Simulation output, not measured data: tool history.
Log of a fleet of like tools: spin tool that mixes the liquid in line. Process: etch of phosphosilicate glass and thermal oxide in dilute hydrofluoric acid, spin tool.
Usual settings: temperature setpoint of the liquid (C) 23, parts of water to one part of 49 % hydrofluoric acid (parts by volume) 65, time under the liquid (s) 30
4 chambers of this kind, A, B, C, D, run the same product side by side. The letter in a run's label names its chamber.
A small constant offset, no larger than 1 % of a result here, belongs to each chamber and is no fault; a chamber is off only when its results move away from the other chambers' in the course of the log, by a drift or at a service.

run   hour  temperature setpoint of the liquid (C)  parts of water to one part of 49 % hydrofluoric acid (parts by volume)  time under the liquid (s)  read-back film thickness of the phosphosilicate glass reference wafer, read on the same gauge (nm)  read-back film thickness of the thermal oxide reference wafer, read on the same gauge (nm)  thickness taken off the phosphosilicate glass on a monitor wafer (angstrom)  thickness taken off the thermal oxide on a monitor wafer (angstrom)
 1B   10.7                                      23                                                                      65                         30                                                                                              109.98                                                                                      70.008                                                                       594.98                                                                21.72
 2D     20                                      23                                                                      65                         30                                                                                              109.98                                                                                      69.996                                                                       596.38                                                               22.098
 3C   29.9                                      23                                                                      65                         30                                                                                              109.98                                                                                      69.986                                                                       597.24                                                               21.989
 4A   44.8                                      23                                                                      65                         30                                                                                              109.99                                                                                          70                                                                       600.33                                                               22.125
 5A   54.7                                      23                                                                      65                         30                                                                                              109.99                                                                                          70                                                                       602.37                                                                 21.6
 6D   64.6                                      23                                                                      65                         30                                                                                              109.97                                                                                      70.003                                                                       599.83                                                               22.082
 7C     77                                      23                                                                      65                         30                                                                                              109.98                                                                                      69.976                                                                       596.63                                                               22.296
 8B   84.5                                      23                                                                      65                         30                                                                                              109.99                                                                                      70.001                                                                       601.37                                                               22.274
 9D   99.4                                      23                                                                      65                         30                                                                                              110.03                                                                                      69.998                                                                       596.97                                                               22.251
10B  108.8                                      23                                                                      65                         30                                                                                              110.02                                                                                      70.013                                                                       596.83                                                               21.402
11A  118.6                                      23                                                                      65                         30                                                                                                 110                                                                                      69.986                                                                       597.22                                                               21.285
12C  132.2                                      23                                                                      65                         30                                                                                              109.99                                                                                      70.003                                                                       595.36                                                               21.837
13B  141.7                                      23                                                                      65                         30                                                                                                 110                                                                                      70.035                                                                       594.86                                                               22.526
14A  153.1                                      23                                                                      65                         30                                                                                              110.02                                                                                      69.987                                                                       595.14                                                               21.857
     154.6  -- chamber C: hydrofluoric acid flow meter replaced
15C  160.6                                      23                                                                      65                         30                                                                                                 110                                                                                      69.982                                                                       598.94                                                               21.386
16D  175.5                                      23                                                                      65                         30                                                                                              110.01                                                                                      69.989                                                                       598.29                                                               22.119
17D  190.7                                      23                                                                      65                         30                                                                                              110.01                                                                                      69.996                                                                          598                                                               21.897
     205.5  -- chamber A: hydrofluoric acid flow meter replaced
18A  205.5                                      23                                                                      65                         30                                                                                              109.99                                                                                      70.026                                                                       598.89                                                               21.888
19C  214.9                                      23                                                                      65                         30                                                                                                 110                                                                                      69.997                                                                       591.66                                                               21.142
20B  224.2                                      23                                                                      65                         30                                                                                              110.01                                                                                      69.985                                                                       595.91                                                               22.546
21C  236.5                                      23                                                                      65                         30                                                                                              110.01                                                                                      69.996                                                                        599.3                                                               22.194
22B  245.3                                      23                                                                      65                         30                                                                                              109.99                                                                                      69.997                                                                       595.82                                                               21.743
23D  255.2                                      23                                                                      65                         30                                                                                                 110                                                                                       70.03                                                                        594.5                                                               22.357
     267.3  -- chamber D: thermometer replaced
24A  269.1                                      23                                                                      65                         30                                                                                              110.02                                                                                      69.997                                                                       598.89                                                               22.741
25A  280.6                                      23                                                                      65                         30                                                                                              109.99                                                                                      69.996                                                                        591.7                                                               21.757
26B  294.7                                      23                                                                      65                         20                                                                                              109.99                                                                                       70.02                                                                       397.93                                                               14.617
27C  302.2                                      23                                                                      65                         20                                                                                              109.99                                                                                      69.961                                                                       398.39                                                                14.62
28D    309                                      23                                                                      65                         20                                                                                              109.98                                                                                      70.015                                                                       399.11                                                               14.542
29D  323.5                                      23                                                                      65                         20                                                                                              110.01                                                                                          70                                                                       396.36                                                               14.586
30B  338.1                                      23                                                                      75                         50                                                                                              109.99                                                                                      70.032                                                                       853.49                                                               30.697
31C    345                                      23                                                                      75                         50                                                                                              109.97                                                                                      69.993                                                                       850.83                                                                   31
32A  358.7                                      23                                                                      75                         50                                                                                                 110                                                                                      70.002                                                                       852.18                                                               31.344
33A  373.8                                      23                                                                      75                         50                                                                                              109.99                                                                                      70.012                                                                       852.43                                                               31.717

Next, all 4 chambers run the settings below, one line each with question marks for the results. What does each chamber give?
34A  384.6                                      23                                                                      65                         30                                                                                                                                                                                                                                                                            ?                                                                    ?
34B  384.6                                      23                                                                      65                         30                                                                                                                                                                                                                                                                            ?                                                                    ?
34C  384.6                                      23                                                                      65                         30                                                                                                                                                                                                                                                                            ?                                                                    ?
34D  384.6                                      23                                                                      65                         30                                                                                                                                                                                                                                                                            ?                                                                    ?

run  thickness taken off the phosphosilicate glass on a monitor wafer (angstrom)  thickness taken off the thermal oxide on a monitor wafer (angstrom)
34A                                                                        598.3                                                               21.271
34B                                                                       602.15                                                               21.339
34C                                                                       595.88                                                               21.587
34D                                                                        593.2                                                               21.396
